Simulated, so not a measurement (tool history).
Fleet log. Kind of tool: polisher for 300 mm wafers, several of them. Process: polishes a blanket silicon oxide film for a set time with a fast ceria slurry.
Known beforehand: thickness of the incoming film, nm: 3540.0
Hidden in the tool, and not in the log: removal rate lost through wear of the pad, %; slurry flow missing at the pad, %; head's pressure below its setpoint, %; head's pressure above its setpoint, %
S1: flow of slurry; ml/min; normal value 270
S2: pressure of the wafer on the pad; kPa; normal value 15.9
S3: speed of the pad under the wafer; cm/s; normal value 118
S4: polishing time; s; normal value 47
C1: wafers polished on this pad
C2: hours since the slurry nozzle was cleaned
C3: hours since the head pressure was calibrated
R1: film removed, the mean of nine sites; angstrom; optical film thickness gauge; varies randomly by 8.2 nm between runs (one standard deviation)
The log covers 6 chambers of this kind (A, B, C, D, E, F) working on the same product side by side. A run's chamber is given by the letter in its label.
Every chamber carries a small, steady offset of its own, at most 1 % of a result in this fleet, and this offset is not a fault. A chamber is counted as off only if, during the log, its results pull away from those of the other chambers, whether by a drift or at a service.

Run 1A, day 0.229: usual settings; C1 175; C2 48.5; C3 539.8. Result: R1 7560.7 angstrom.
Run 2E, day 0.688: usual settings; C1 917; C2 187.7; C3 167.1. Result: R1 7612.7 angstrom.
Run 3C, day 0.979: usual settings; C1 750; C2 39.3; C3 205.5. Result: R1 7641 angstrom.
Run 4D, day 1.296: usual settings; C1 319; C2 311.4; C3 65.1. Result: R1 7412 angstrom.
At day 1.508: chamber C: worn pad replaced by a new one.
Run 5F, day 1.6: usual settings; C1 704; C2 52.5; C3 285.8. Result: R1 7514.6 angstrom.
At day 1.688: chamber E: worn pad replaced by a new one.
Run 6B, day 1.854: usual settings; C1 963; C2 344.2; C3 478.6. Result: R1 7512.5 angstrom.
At day 2.021: chamber B: worn pad replaced by a new one.
Run 7F, day 2.242: usual settings but S1 240 ml/min, S4 60 s; C1 805; C2 67.9; C3 301.2. Result: R1 9728 angstrom.
Run 8E, day 2.483: usual settings but S1 240 ml/min, S4 60 s; C1 125; C2 230.8; C3 210.2. Result: R1 9325.3 angstrom.
Run 9C, day 2.888: usual settings but S1 240 ml/min, S4 60 s; C1 216; C2 85.1; C3 251.3. Result: R1 9318.2 angstrom.
At day 2.967: chamber A: worn pad replaced by a new one.
Run 10A, day 3.35: usual settings but S1 240 ml/min, S4 60 s; C1 60; C2 123.4; C3 614.7. Result: R1 9423.9 angstrom.
Run 11B, day 3.808: usual settings but S1 240 ml/min, S4 60 s; C1 280; C2 391.1; C3 525.5. Result: R1 9524.5 angstrom.
At day 4.012: chamber D: worn pad replaced by a new one.
Run 12D, day 4.075: usual settings but S1 240 ml/min, S4 60 s; C1 10; C2 378.1; C3 131.8. Result: R1 9525.8 angstrom.
Run 13C, day 4.379: usual settings; C1 450; C2 120.9; C3 287.1. Result: R1 7573.7 angstrom.
Run 14E, day 4.679: usual settings; C1 469; C2 283.5; C3 262.9. Result: R1 7456.8 angstrom.
Run 15F, day 4.892: usual settings; C1 1221; C2 131.5; C3 364.8. Result: R1 7492.5 angstrom.
At day 5.025: chamber E: slurry nozzle cleaned.
Run 16A, day 5.171: usual settings; C1 346; C2 167.1; C3 658.4. Result: R1 7498.7 angstrom.
Run 17B, day 5.533: usual settings; C1 551; C2 432.5; C3 566.9. Result: R1 7554.8 angstrom.
Run 18D, day 5.979: usual settings; C1 308; C2 423.8; C3 177.5. Result: R1 7445.7 angstrom.
Run 19E, day 6.188: usual settings; C1 706; C2 27.9; C3 299.1. Result: R1 7538 angstrom.
Run 20A, day 6.646: usual settings; C1 577; C2 202.5; C3 693.8. Result: R1 7408.4 angstrom.
At day 7.062: chamber A: worn pad replaced by a new one.
Run 21C, day 7.088: usual settings; C1 875; C2 185.9; C3 352.1. Result: R1 7512 angstrom.
At day 7.233: chamber C: worn pad replaced by a new one.
Run 22D, day 7.404: usual settings but S3 84 cm/s, S4 36 s; C1 532; C2 458; C3 211.7. Result: R1 4129.1 angstrom.
At day 7.442: chamber A: slurry nozzle cleaned.
Run 23F, day 7.712: usual settings but S3 84 cm/s, S4 36 s; C1 1663; C2 199.2; C3 432.5. Result: R1 3985.4 angstrom.
At day 7.792: chamber B: worn pad replaced by a new one.
At day 8.038: chamber C: head pressure recalibrated.
Run 24B, day 8.117: usual settings but S3 84 cm/s, S4 36 s; C1 51; C2 494.5; C3 628.9. Result: R1 4159.4 angstrom.
At day 8.262: chamber D: worn pad replaced by a new one.
Run 25E, day 8.571: usual settings but S3 84 cm/s, S4 36 s; C1 1080; C2 85.1; C3 356.3. Result: R1 4096.2 angstrom.
At day 8.721: chamber E: worn pad replaced by a new one.
Run 26F, day 8.838: usual settings but S3 84 cm/s, S4 36 s; C1 1840; C2 226.2; C3 459.5. Result: R1 3906.9 angstrom.
Run 27C, day 9.275: usual settings but S3 84 cm/s, S4 36 s; C1 320; C2 238.4; C3 29.7. Result: R1 4208.3 angstrom.
Run 28A, day 9.508: usual settings; C1 383; C2 49.6; C3 762.5. Result: R1 7466.1 angstrom.
At day 9.667: chamber F: slurry nozzle cleaned.
Run 29D, day 9.821: usual settings; C1 245; C2 516; C3 269.7. Result: R1 7476 angstrom.
Run 30B, day 10.242: usual settings; C1 384; C2 545.5; C3 679.9. Result: R1 7605.6 angstrom.
Run 31A, day 10.462: usual settings; C1 533; C2 72.5; C3 785.4. Result: R1 7548.4 angstrom.
Run 32C, day 10.75: usual settings; C1 552; C2 273.8; C3 65.1. Result: R1 7529.8 angstrom.
Run 33B, day 11.196: usual settings; C1 534; C2 568.4; C3 702.8. Result: R1 7618.1 angstrom.
Run 34D, day 11.575: usual settings; C1 520; C2 558.1; C3 311.8. Result: R1 7508.8 angstrom.
Run 35E, day 11.804: usual settings; C1 484; C2 162.7; C3 433.9. Result: R1 7477 angstrom.
At day 12.254: chamber D: worn pad replaced by a new one.
Run 36F, day 12.275: usual settings but S4 32 s; C1 2379; C2 62.6; C3 542. Result: R1 4709.7 angstrom.
Run 37E, day 12.638: usual settings but S4 32 s; C1 614; C2 182.7; C3 453.9. Result: R1 5013.2 angstrom.
Run 38B, day 13.1: usual settings but S4 32 s; C1 833; C2 614.1; C3 748.5. Result: R1 5147 angstrom.
Run 39D, day 13.367: usual settings but S4 32 s; C1 174; C2 601.1; C3 354.8. Result: R1 5160.9 angstrom.
Run 40F, day 13.712: usual settings but S4 32 s; C1 2605; C2 97.1; C3 576.5. Result: R1 4552.7 angstrom.

Next, every chamber runs the same settings. What will each give?
Run 41A, day 14.05: usual settings. Result: R1 ?.
Run 41B, day 14.05: usual settings. Result: R1 ?.
Run 41C, day 14.05: usual settings. Result: R1 ?.
Run 41D, day 14.05: usual settings. Result: R1 ?.
Run 41E, day 14.05: usual settings. Result: R1 ?.
Run 41F, day 14.05: usual settings. Result: R1 ?.

run      R1
41A  7400.2
41B  7692.3
41C  7602.9
41D    7534
41E  7508.7
41F  6602.8

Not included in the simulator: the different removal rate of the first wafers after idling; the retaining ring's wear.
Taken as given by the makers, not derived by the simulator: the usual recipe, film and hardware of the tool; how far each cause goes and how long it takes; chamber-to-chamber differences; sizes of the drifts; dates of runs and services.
